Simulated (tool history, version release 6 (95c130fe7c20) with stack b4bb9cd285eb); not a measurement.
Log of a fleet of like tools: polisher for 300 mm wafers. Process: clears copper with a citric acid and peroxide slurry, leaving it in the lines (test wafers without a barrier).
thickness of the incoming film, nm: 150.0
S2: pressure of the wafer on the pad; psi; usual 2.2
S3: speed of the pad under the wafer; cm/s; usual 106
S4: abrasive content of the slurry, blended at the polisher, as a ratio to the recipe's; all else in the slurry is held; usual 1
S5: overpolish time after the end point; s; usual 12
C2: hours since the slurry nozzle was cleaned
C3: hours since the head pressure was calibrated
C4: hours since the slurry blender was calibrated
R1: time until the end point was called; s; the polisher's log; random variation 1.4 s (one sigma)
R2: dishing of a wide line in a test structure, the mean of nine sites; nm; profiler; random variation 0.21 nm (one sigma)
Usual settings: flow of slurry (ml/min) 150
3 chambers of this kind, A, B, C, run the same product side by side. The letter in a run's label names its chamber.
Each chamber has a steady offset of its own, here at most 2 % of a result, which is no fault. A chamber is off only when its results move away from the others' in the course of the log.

run 1A hour=6.2 | flow_of_slurry_(ml/min)=150 S2=2.2 S3=106 S4=1 S5=12 | wafers_polished_on_this_pad=460 C2=228.8 C3=729.6 C4=163.3 | R1=75.413 R2=14.220
-- hour=7.5 chamber C: slurry nozzle cleaned
run 2C hour=9.5 | flow_of_slurry_(ml/min)=150 S2=2.2 S3=106 S4=1 S5=12 | wafers_polished_on_this_pad=644 C2=2.0 C3=707.0 C4=525.3 | R1=75.479 R2=13.585
-- hour=13.7 chamber A: slurry nozzle cleaned
-- hour=15.0 chamber C: slurry blender recalibrated
run 3B hour=16.1 | flow_of_slurry_(ml/min)=150 S2=2.2 S3=106 S4=1 S5=12 | wafers_polished_on_this_pad=964 C2=260.5 C3=104.5 C4=256.0 | R1=77.501 R2=13.633
run 4A hour=22.9 | flow_of_slurry_(ml/min)=150 S2=2.2 S3=106 S4=1 S5=12 | wafers_polished_on_this_pad=548 C2=9.2 C3=746.3 C4=180.0 | R1=74.777 R2=13.958
run 5C hour=28.7 | flow_of_slurry_(ml/min)=150 S2=2.2 S3=106 S4=1 S5=12 | wafers_polished_on_this_pad=745 C2=21.2 C3=726.2 C4=13.7 | R1=74.824 R2=13.410
run 6B hour=33.0 | flow_of_slurry_(ml/min)=150 S2=2.2 S3=106 S4=1 S5=12 | wafers_polished_on_this_pad=1052 C2=277.4 C3=121.4 C4=272.9 | R1=77.953 R2=13.618
run 7C hour=40.5 | flow_of_slurry_(ml/min)=150 S2=2.2 S3=106 S4=1 S5=12 | wafers_polished_on_this_pad=806 C2=33.0 C3=738.0 C4=25.5 | R1=73.476 R2=13.880
-- hour=45.0 chamber B: slurry blender recalibrated
run 8A hour=47.5 | flow_of_slurry_(ml/min)=150 S2=2.2 S3=106 S4=1 S5=12 | wafers_polished_on_this_pad=676 C2=33.8 C3=770.9 C4=204.6 | R1=75.283 R2=14.115
run 9B hour=54.8 | flow_of_slurry_(ml/min)=150 S2=2.2 S3=106 S4=1 S5=12 | wafers_polished_on_this_pad=1166 C2=299.2 C3=143.2 C4=9.8 | R1=74.709 R2=13.702
run 10A hour=60.6 | flow_of_slurry_(ml/min)=150 S2=2.6 S3=130 S4=1 S5=12 | wafers_polished_on_this_pad=745 C2=46.9 C3=784.0 C4=217.7 | R1=52.501 R2=17.388
run 11C hour=65.9 | flow_of_slurry_(ml/min)=150 S2=2.6 S3=130 S4=1 S5=12 | wafers_polished_on_this_pad=939 C2=58.4 C3=763.4 C4=50.9 | R1=53.643 R2=17.141
-- hour=67.1 chamber C: worn pad replaced by a new one
-- hour=69.5 chamber A: slurry blender recalibrated
run 12B hour=71.3 | flow_of_slurry_(ml/min)=150 S2=2.6 S3=130 S4=1 S5=12 | wafers_polished_on_this_pad=1252 C2=315.7 C3=159.7 C4=26.3 | R1=53.106 R2=16.995
run 13C hour=77.6 | flow_of_slurry_(ml/min)=150 S2=2.2 S3=106 S4=1 S5=12 | wafers_polished_on_this_pad=54 C2=70.1 C3=775.1 C4=62.6 | R1=77.765 R2=13.695
run 14B hour=81.1 | flow_of_slurry_(ml/min)=150 S2=2.2 S3=106 S4=1 S5=12 | wafers_polished_on_this_pad=1303 C2=325.5 C3=169.5 C4=36.1 | R1=77.460 R2=13.510
-- hour=85.6 chamber A: head pressure recalibrated
run 15A hour=87.6 | flow_of_slurry_(ml/min)=150 S2=2.2 S3=106 S4=1 S5=12 | wafers_polished_on_this_pad=886 C2=73.9 C3=2.1 C4=18.1 | R1=74.923 R2=13.529
run 16B hour=91.4 | flow_of_slurry_(ml/min)=150 S2=2.2 S3=106 S4=1 S5=12 | wafers_polished_on_this_pad=1357 C2=335.8 C3=179.8 C4=46.4 | R1=75.427 R2=13.959
run 17C hour=97.2 | flow_of_slurry_(ml/min)=150 S2=2.2 S3=106 S4=1 S5=12 | wafers_polished_on_this_pad=157 C2=89.7 C3=794.7 C4=82.2 | R1=75.617 R2=13.204
-- hour=99.9 chamber B: worn pad replaced by a new one
run 18A hour=100.8 | flow_of_slurry_(ml/min)=150 S2=2.2 S3=106 S4=1 S5=12 | wafers_polished_on_this_pad=955 C2=87.1 C3=15.3 C4=31.3 | R1=73.350 R2=13.884
run 19A hour=107.6 | flow_of_slurry_(ml/min)=150 S2=2.2 S3=106 S4=1 S5=12 | wafers_polished_on_this_pad=990 C2=93.9 C3=22.1 C4=38.1 | R1=74.546 R2=13.717
run 20B hour=111.9 | flow_of_slurry_(ml/min)=150 S2=2.2 S3=106 S4=1 S5=12 | wafers_polished_on_this_pad=62 C2=356.3 C3=200.3 C4=66.9 | R1=74.747 R2=13.684
run 21C hour=116.2 | flow_of_slurry_(ml/min)=150 S2=2.2 S3=106 S4=1 S5=12 | wafers_polished_on_this_pad=256 C2=108.7 C3=813.7 C4=101.2 | R1=76.892 R2=14.029
run 22C hour=119.9 | flow_of_slurry_(ml/min)=150 S2=2.2 S3=106 S4=1 S5=12 | wafers_polished_on_this_pad=275 C2=112.4 C3=817.4 C4=104.9 | R1=75.853 R2=13.582
run 23B hour=123.2 | flow_of_slurry_(ml/min)=150 S2=2.2 S3=106 S4=1 S5=12 | wafers_polished_on_this_pad=121 C2=367.6 C3=211.6 C4=78.2 | R1=76.961 R2=13.502
run 24A hour=130.7 | flow_of_slurry_(ml/min)=150 S2=2.2 S3=106 S4=1 S5=12 | wafers_polished_on_this_pad=1111 C2=117.0 C3=45.2 C4=61.2 | R1=76.992 R2=13.900
run 25B hour=137.3 | flow_of_slurry_(ml/min)=150 S2=2.2 S3=106 S4=1 S5=12 | wafers_polished_on_this_pad=195 C2=381.7 C3=225.7 C4=92.3 | R1=74.939 R2=13.546

Is one chamber off against the others, does the gauge drift, or is nothing wrong? If a chamber is off, say which, and what the likeliest cause is.

No chamber stands off beyond its own small offset, and the gauge holds steady.
